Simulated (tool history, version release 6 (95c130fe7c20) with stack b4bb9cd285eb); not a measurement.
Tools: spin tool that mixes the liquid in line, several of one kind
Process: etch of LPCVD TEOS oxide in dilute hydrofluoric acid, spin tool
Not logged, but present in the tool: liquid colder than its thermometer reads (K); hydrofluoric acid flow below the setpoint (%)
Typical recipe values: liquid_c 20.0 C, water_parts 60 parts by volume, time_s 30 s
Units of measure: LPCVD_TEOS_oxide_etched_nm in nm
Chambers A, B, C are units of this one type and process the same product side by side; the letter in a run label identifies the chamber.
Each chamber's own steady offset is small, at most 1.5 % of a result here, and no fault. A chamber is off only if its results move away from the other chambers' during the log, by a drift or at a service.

run   hour  liquid_c  water_parts  time_s  hours since the thermometer was replaced  hours since the hydrofluoric acid flow meter was replaced  read-back film thickness of the LPCVD TEOS oxide reference wafer, read on the same gauge (nm)  LPCVD_TEOS_oxide_etched_nm
 1C   12.4      20.0           60      30                                      20.4                                                     1550.7                                                                                         69.984                      20.589
 2B   25.3      20.0           60      30                                     168.9                                                     1044.7                                                                                         69.996                      20.957
 3A   39.9      20.0           60      30                                     172.6                                                      433.9                                                                                         69.995                      20.558
 4C   53.5      20.0           60      30                                      61.5                                                     1591.8                                                                                         69.999                      20.686
 5B   60.5      22.0           80      30                                     204.1                                                     1079.9                                                                                         69.988                      16.546
 6A   73.5      22.0           80      30                                     206.2                                                      467.5                                                                                         69.985                      16.155
 7C   86.3      22.0           80      30                                      94.3                                                     1624.6                                                                                         69.978                      16.300
 8A   93.4      20.0           60      30                                     226.1                                                      487.4                                                                                         69.983                      20.434
 9B  106.7      20.0           60      30                                     250.3                                                     1126.1                                                                                         70.025                      20.799
10A  120.4      20.0           60      30                                     253.1                                                      514.4                                                                                         69.989                      20.370
11B  130.6      20.0           60      30                                     274.2                                                     1150.0                                                                                         69.963                      20.985
12C  144.9      20.0           60      30                                     152.9                                                     1683.2                                                                                         70.014                      20.680
13B  159.2      20.0           60      30                                     302.8                                                     1178.6                                                                                         69.987                      20.794
14C  166.3      20.0           60      30                                     174.3                                                     1704.6                                                                                         70.007                      20.729
15A  174.6      20.0           60      30                                     307.3                                                      568.6                                                                                         70.000                      19.989
16A  188.8      20.0           60      30                                     321.5                                                      582.8                                                                                         70.015                      20.107
17B  200.8      20.0           60      30                                     344.4                                                     1220.2                                                                                         69.997                      20.763
18C  215.7      20.0           60      30                                     223.7                                                     1754.0                                                                                         70.023                      20.815
19A  224.6      20.0           60      30                                     357.3                                                      618.6                                                                                         69.982                      20.047
20B  234.4      20.0           60      30                                     378.0                                                     1253.8                                                                                         70.006                      20.944
21C  247.9      20.0           60      30                                     255.9                                                     1786.2                                                                                         70.016                      20.788
22A  257.7      20.0           60      30                                     390.4                                                      651.7                                                                                         70.000                      19.648
23C  270.3      20.0           60      30                                     278.3                                                     1808.6                                                                                         70.014                      20.637
24B  285.4      20.0           60      30                                     429.0                                                     1304.8                                                                                         69.980                      20.780
25C  300.7      20.0           60      30                                     308.7                                                     1839.0                                                                                         70.027                      20.646
26B  309.3      23.5           60      40                                     452.9                                                     1328.7                                                                                         70.004                      32.278
27A  320.6      23.5           60      40                                     453.3                                                      714.6                                                                                         69.985                      30.355
28B  336.2      23.5           60      40                                     479.8                                                     1355.6                                                                                         70.022                      32.210
29C  345.2      20.0           60      30                                     353.2                                                     1883.5                                                                                         69.992                      20.697
30A  353.6      20.0           45      20                                     486.3                                                      747.6                                                                                         70.021                      17.564
31A  367.8      20.0           45      20                                     500.5                                                      761.8                                                                                         70.011                      17.553
32B  375.3      20.0           45      20                                     518.9                                                     1394.7                                                                                         69.996                      18.718
33C  384.6      20.0           60      30                                     392.6                                                     1922.9                                                                                         69.990                      20.847
34B  399.6      20.0           60      30                                     543.2                                                     1419.0                                                                                         70.035                      20.738
35A  415.1      20.0           60      30                                     547.8                                                      809.1                                                                                         70.017                      19.051
36C  426.0      20.0           60      30                                     434.0                                                     1964.3                                                                                         69.999                      20.430
37C  437.0      24.0           45      30                                     445.0                                                     1975.3                                                                                         69.978                      33.086
38B  450.1      24.0           45      30                                     593.7                                                     1469.5                                                                                         69.987                      33.552
39A  459.0      24.0           45      30                                     591.7                                                      853.0                                                                                         69.985                      30.934

Is one chamber out of step, is the gauge drifting, or do the chambers differ by no more than their own small offsets? For an off chamber, give its letter and the likeliest cause.

Little by little, chamber A moves away from the other chambers.
Likeliest cause: hydrofluoric acid flow below the setpoint (%) = 6.75.
The log may not separate it from: liquid colder than its thermometer reads (K).

Which of the 4 candidates below, each the usual settings with something changed and its results left as question marks, puts chamber A back in line with what the other chambers give on the usual settings?
Counts as in line when no further than this from what the other chambers average on the usual settings: LPCVD_TEOS_oxide_etched_nm 0.400 nm
40A-1  470.2      19.0           60      30                                                                                                                                                                                                                               ?
40A-2  470.2      18.0           60      30                                                                                                                                                                                                                               ?
40A-3  470.2      22.0           60      30                                                                                                                                                                                                                               ?
40A-4  470.2      21.0           60      30                                                                                                                                                                                                                               ?

The other chambers' mean on the usual settings: LPCVD_TEOS_oxide_etched_nm 20.765 nm
  run  LPCVD_TEOS_oxide_etched_nm
40A-1                      18.242
40A-2                      17.473
40A-3                      20.703
40A-4                      19.852
40A-3 is the one that brings the chamber's results back in line with the other chambers.

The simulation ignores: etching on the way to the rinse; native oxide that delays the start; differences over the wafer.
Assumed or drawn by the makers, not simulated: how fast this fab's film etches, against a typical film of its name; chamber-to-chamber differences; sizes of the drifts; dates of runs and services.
